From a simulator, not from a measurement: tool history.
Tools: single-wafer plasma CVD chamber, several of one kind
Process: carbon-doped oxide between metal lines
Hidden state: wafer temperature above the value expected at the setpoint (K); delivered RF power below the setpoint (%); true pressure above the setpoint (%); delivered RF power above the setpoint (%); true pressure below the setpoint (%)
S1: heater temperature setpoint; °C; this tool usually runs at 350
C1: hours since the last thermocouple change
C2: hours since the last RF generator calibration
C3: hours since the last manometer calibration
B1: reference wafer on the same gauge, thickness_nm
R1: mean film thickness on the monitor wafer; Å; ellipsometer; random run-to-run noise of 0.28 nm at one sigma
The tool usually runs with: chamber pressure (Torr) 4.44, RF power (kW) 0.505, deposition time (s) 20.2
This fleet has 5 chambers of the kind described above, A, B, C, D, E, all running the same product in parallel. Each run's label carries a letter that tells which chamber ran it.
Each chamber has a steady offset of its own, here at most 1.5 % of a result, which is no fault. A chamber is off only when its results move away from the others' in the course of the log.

run 1A hour=3.6 | S1=350 chamber_pressure_(Torr)=4.44 RF_power_(kW)=0.505 deposition_time_(s)=20.2 | C1=1597.9 C2=536.8 C3=860.8 | B1=110.96 | R1=1026.8
run 2C hour=10.1 | S1=350 chamber_pressure_(Torr)=4.44 RF_power_(kW)=0.505 deposition_time_(s)=20.2 | C1=258.2 C2=679.5 C3=1265.9 | B1=110.95 | R1=1040
run 3B hour=14.6 | S1=350 chamber_pressure_(Torr)=4.44 RF_power_(kW)=0.505 deposition_time_(s)=20.2 | C1=2535.1 C2=905.6 C3=1292.1 | B1=110.96 | R1=1024.5
run 4E hour=21.7 | S1=350 chamber_pressure_(Torr)=4.44 RF_power_(kW)=0.505 deposition_time_(s)=20.2 | C1=966.3 C2=1494.1 C3=2229.2 | B1=110.97 | R1=1020.7
run 5D hour=28.2 | S1=350 chamber_pressure_(Torr)=4.44 RF_power_(kW)=0.505 deposition_time_(s)=20.2 | C1=538.4 C2=1596.9 C3=152.5 | B1=111 | R1=1032.4
run 6B hour=32 | S1=350 chamber_pressure_(Torr)=4.44 RF_power_(kW)=0.505 deposition_time_(s)=20.2 | C1=2552.5 C2=923 C3=1309.5 | B1=111.05 | R1=1025.8
run 7C hour=38.9 | S1=350 chamber_pressure_(Torr)=4.44 RF_power_(kW)=0.505 deposition_time_(s)=20.2 | C1=287 C2=708.3 C3=1294.7 | B1=111.07 | R1=1038.5
run 8A hour=45.4 | S1=350 chamber_pressure_(Torr)=4.44 RF_power_(kW)=0.505 deposition_time_(s)=20.2 | C1=1639.7 C2=578.6 C3=902.6 | B1=111.07 | R1=1027.4
run 9D hour=52.7 | S1=350 chamber_pressure_(Torr)=4.44 RF_power_(kW)=0.505 deposition_time_(s)=20.2 | C1=562.9 C2=1621.4 C3=177 | B1=110.97 | R1=1034.1
run 10E hour=59.6 | S1=350 chamber_pressure_(Torr)=4.44 RF_power_(kW)=0.505 deposition_time_(s)=20.2 | C1=1004.2 C2=1532 C3=2267.1 | B1=111 | R1=1024.2
run 11A hour=63.9 | S1=350 chamber_pressure_(Torr)=4.44 RF_power_(kW)=0.505 deposition_time_(s)=20.2 | C1=1658.2 C2=597.1 C3=921.1 | B1=110.95 | R1=1026.5
run 12C hour=69.4 | S1=350 chamber_pressure_(Torr)=4.44 RF_power_(kW)=0.505 deposition_time_(s)=20.2 | C1=317.5 C2=738.8 C3=1325.2 | B1=111.04 | R1=1042.1
run 13E hour=75.8 | S1=350 chamber_pressure_(Torr)=4.44 RF_power_(kW)=0.505 deposition_time_(s)=20.2 | C1=1020.4 C2=1548.2 C3=2283.3 | B1=110.95 | R1=1022.3
run 14B hour=80.6 | S1=350 chamber_pressure_(Torr)=4.44 RF_power_(kW)=0.505 deposition_time_(s)=20.2 | C1=2601.1 C2=971.6 C3=1358.1 | B1=110.94 | R1=1016.9
run 15D hour=84.6 | S1=350 chamber_pressure_(Torr)=4.44 RF_power_(kW)=0.505 deposition_time_(s)=20.2 | C1=594.8 C2=1653.3 C3=208.9 | B1=111 | R1=1031
-- hour=85.9 chamber B: thermocouple changed; heater temperature recalibrated
run 16D hour=90.7 | S1=350 chamber_pressure_(Torr)=4.44 RF_power_(kW)=0.505 deposition_time_(s)=20.2 | C1=600.9 C2=1659.4 C3=215 | B1=111 | R1=1035.4
run 17A hour=94.9 | S1=363 chamber_pressure_(Torr)=4.44 RF_power_(kW)=0.505 deposition_time_(s)=16.4 | C1=1689.2 C2=628.1 C3=952.1 | B1=110.97 | R1=806.53
run 18E hour=98.2 | S1=363 chamber_pressure_(Torr)=4.44 RF_power_(kW)=0.505 deposition_time_(s)=16.4 | C1=1042.8 C2=1570.6 C3=2305.7 | B1=111.03 | R1=803.1
run 19B hour=104.6 | S1=363 chamber_pressure_(Torr)=4.44 RF_power_(kW)=0.505 deposition_time_(s)=16.4 | C1=18.7 C2=995.6 C3=1382.1 | B1=110.96 | R1=799.63
run 20C hour=111.6 | S1=363 chamber_pressure_(Torr)=4.44 RF_power_(kW)=0.505 deposition_time_(s)=16.4 | C1=359.7 C2=781 C3=1367.4 | B1=110.95 | R1=819.18
-- hour=118 chamber C: capacitance manometer re-zeroed and calibrated
run 21B hour=118.9 | S1=363 chamber_pressure_(Torr)=4.44 RF_power_(kW)=0.505 deposition_time_(s)=16.4 | C1=33 C2=1009.9 C3=1396.4 | B1=110.94 | R1=796.87
run 22E hour=126.1 | S1=350 chamber_pressure_(Torr)=4.44 RF_power_(kW)=0.505 deposition_time_(s)=20.2 | C1=1070.7 C2=1598.5 C3=2333.6 | B1=110.96 | R1=1022.3
run 23C hour=129.8 | S1=350 chamber_pressure_(Torr)=4.44 RF_power_(kW)=0.505 deposition_time_(s)=20.2 | C1=377.9 C2=799.2 C3=11.9 | B1=111.01 | R1=1046.7
run 24A hour=135.8 | S1=350 chamber_pressure_(Torr)=4.44 RF_power_(kW)=0.505 deposition_time_(s)=20.2 | C1=1730.1 C2=669 C3=993 | B1=111.07 | R1=1024.3
run 25D hour=142.5 | S1=350 chamber_pressure_(Torr)=4.44 RF_power_(kW)=0.505 deposition_time_(s)=20.2 | C1=652.7 C2=1711.2 C3=266.8 | B1=110.99 | R1=1030
-- hour=148.9 chamber E: RF generator calibrated
run 26A hour=148.9 | S1=350 chamber_pressure_(Torr)=4.44 RF_power_(kW)=0.505 deposition_time_(s)=20.2 | C1=1743.2 C2=682.1 C3=1006.1 | B1=110.97 | R1=1024.3
run 27E hour=154.1 | S1=350 chamber_pressure_(Torr)=4.44 RF_power_(kW)=0.505 deposition_time_(s)=20.2 | C1=1098.7 C2=5.3 C3=2361.6 | B1=110.99 | R1=1019.6
run 28B hour=157.4 | S1=350 chamber_pressure_(Torr)=4.44 RF_power_(kW)=0.505 deposition_time_(s)=20.2 | C1=71.5 C2=1048.4 C3=1434.9 | B1=110.97 | R1=1009.8
run 29D hour=161.2 | S1=350 chamber_pressure_(Torr)=4.44 RF_power_(kW)=0.57 deposition_time_(s)=18.4 | C1=671.4 C2=1729.9 C3=285.5 | B1=111.02 | R1=1017.8
run 30C hour=168.2 | S1=350 chamber_pressure_(Torr)=4.44 RF_power_(kW)=0.57 deposition_time_(s)=18.4 | C1=416.3 C2=837.6 C3=50.3 | B1=110.92 | R1=1023.7
run 31A hour=171.8 | S1=350 chamber_pressure_(Torr)=4.44 RF_power_(kW)=0.57 deposition_time_(s)=18.4 | C1=1766.1 C2=705 C3=1029 | B1=110.99 | R1=1012.8
run 32D hour=176.4 | S1=350 chamber_pressure_(Torr)=4.44 RF_power_(kW)=0.57 deposition_time_(s)=18.4 | C1=686.6 C2=1745.1 C3=300.7 | B1=111 | R1=1017.9
run 33E hour=181.3 | S1=350 chamber_pressure_(Torr)=4.44 RF_power_(kW)=0.57 deposition_time_(s)=18.4 | C1=1125.9 C2=32.5 C3=2388.8 | B1=111.06 | R1=1002.6
-- hour=181.8 chamber C: RF generator calibrated
-- hour=182.1 chamber B: capacitance manometer re-zeroed and calibrated
run 34B hour=185.5 | S1=350 chamber_pressure_(Torr)=4.44 RF_power_(kW)=0.505 deposition_time_(s)=20.2 | C1=99.6 C2=1076.5 C3=3.5 | B1=110.95 | R1=1002.1
run 35C hour=191.7 | S1=350 chamber_pressure_(Torr)=4.44 RF_power_(kW)=0.505 deposition_time_(s)=20.2 | C1=439.8 C2=10 C3=73.8 | B1=111.04 | R1=1041.7
run 36C hour=196.6 | S1=350 chamber_pressure_(Torr)=5.45 RF_power_(kW)=0.505 deposition_time_(s)=24 | C1=444.7 C2=14.9 C3=78.7 | B1=111 | R1=1271.2
run 37A hour=199.9 | S1=350 chamber_pressure_(Torr)=5.45 RF_power_(kW)=0.505 deposition_time_(s)=24 | C1=1794.2 C2=733.1 C3=1057.1 | B1=111.04 | R1=1249.5
run 38B hour=205.7 | S1=350 chamber_pressure_(Torr)=5.45 RF_power_(kW)=0.505 deposition_time_(s)=24 | C1=119.8 C2=1096.7 C3=23.7 | B1=111.08 | R1=1221.1
run 39E hour=211.6 | S1=350 chamber_pressure_(Torr)=5.45 RF_power_(kW)=0.505 deposition_time_(s)=24 | C1=1156.2 C2=62.8 C3=2419.1 | B1=111.04 | R1=1247.1
run 40D hour=217.5 | S1=350 chamber_pressure_(Torr)=5.45 RF_power_(kW)=0.505 deposition_time_(s)=24 | C1=727.7 C2=1786.2 C3=341.8 | B1=111 | R1=1262.5
run 41E hour=220.9 | S1=350 chamber_pressure_(Torr)=4.86 RF_power_(kW)=0.505 deposition_time_(s)=20.2 | C1=1165.5 C2=72.1 C3=2428.4 | B1=110.97 | R1=1032.7
run 42C hour=226.7 | S1=350 chamber_pressure_(Torr)=4.86 RF_power_(kW)=0.505 deposition_time_(s)=20.2 | C1=474.8 C2=45 C3=108.8 | B1=110.97 | R1=1054
run 43A hour=232 | S1=350 chamber_pressure_(Torr)=4.86 RF_power_(kW)=0.505 deposition_time_(s)=20.2 | C1=1826.3 C2=765.2 C3=1089.2 | B1=110.99 | R1=1039.3
run 44D hour=236.4 | S1=350 chamber_pressure_(Torr)=4.86 RF_power_(kW)=0.505 deposition_time_(s)=20.2 | C1=746.6 C2=1805.1 C3=360.7 | B1=111.04 | R1=1040.9

For the next run the whole fleet of 5 chambers uses the same settings. Give each chamber's results:
run 45A hour=241.6 | S1=350 chamber_pressure_(Torr)=4.44 RF_power_(kW)=0.505 deposition_time_(s)=20.2 | R1=?
run 45B hour=241.6 | S1=350 chamber_pressure_(Torr)=4.44 RF_power_(kW)=0.505 deposition_time_(s)=20.2 | R1=?
run 45C hour=241.6 | S1=350 chamber_pressure_(Torr)=4.44 RF_power_(kW)=0.505 deposition_time_(s)=20.2 | R1=?
run 45D hour=241.6 | S1=350 chamber_pressure_(Torr)=4.44 RF_power_(kW)=0.505 deposition_time_(s)=20.2 | R1=?
run 45E hour=241.6 | S1=350 chamber_pressure_(Torr)=4.44 RF_power_(kW)=0.505 deposition_time_(s)=20.2 | R1=?

run=45A R1=1022.8
run=45B R1=995.46
run=45C R1=1042.3
run=45D R1=1034.1
run=45E R1=1022.4
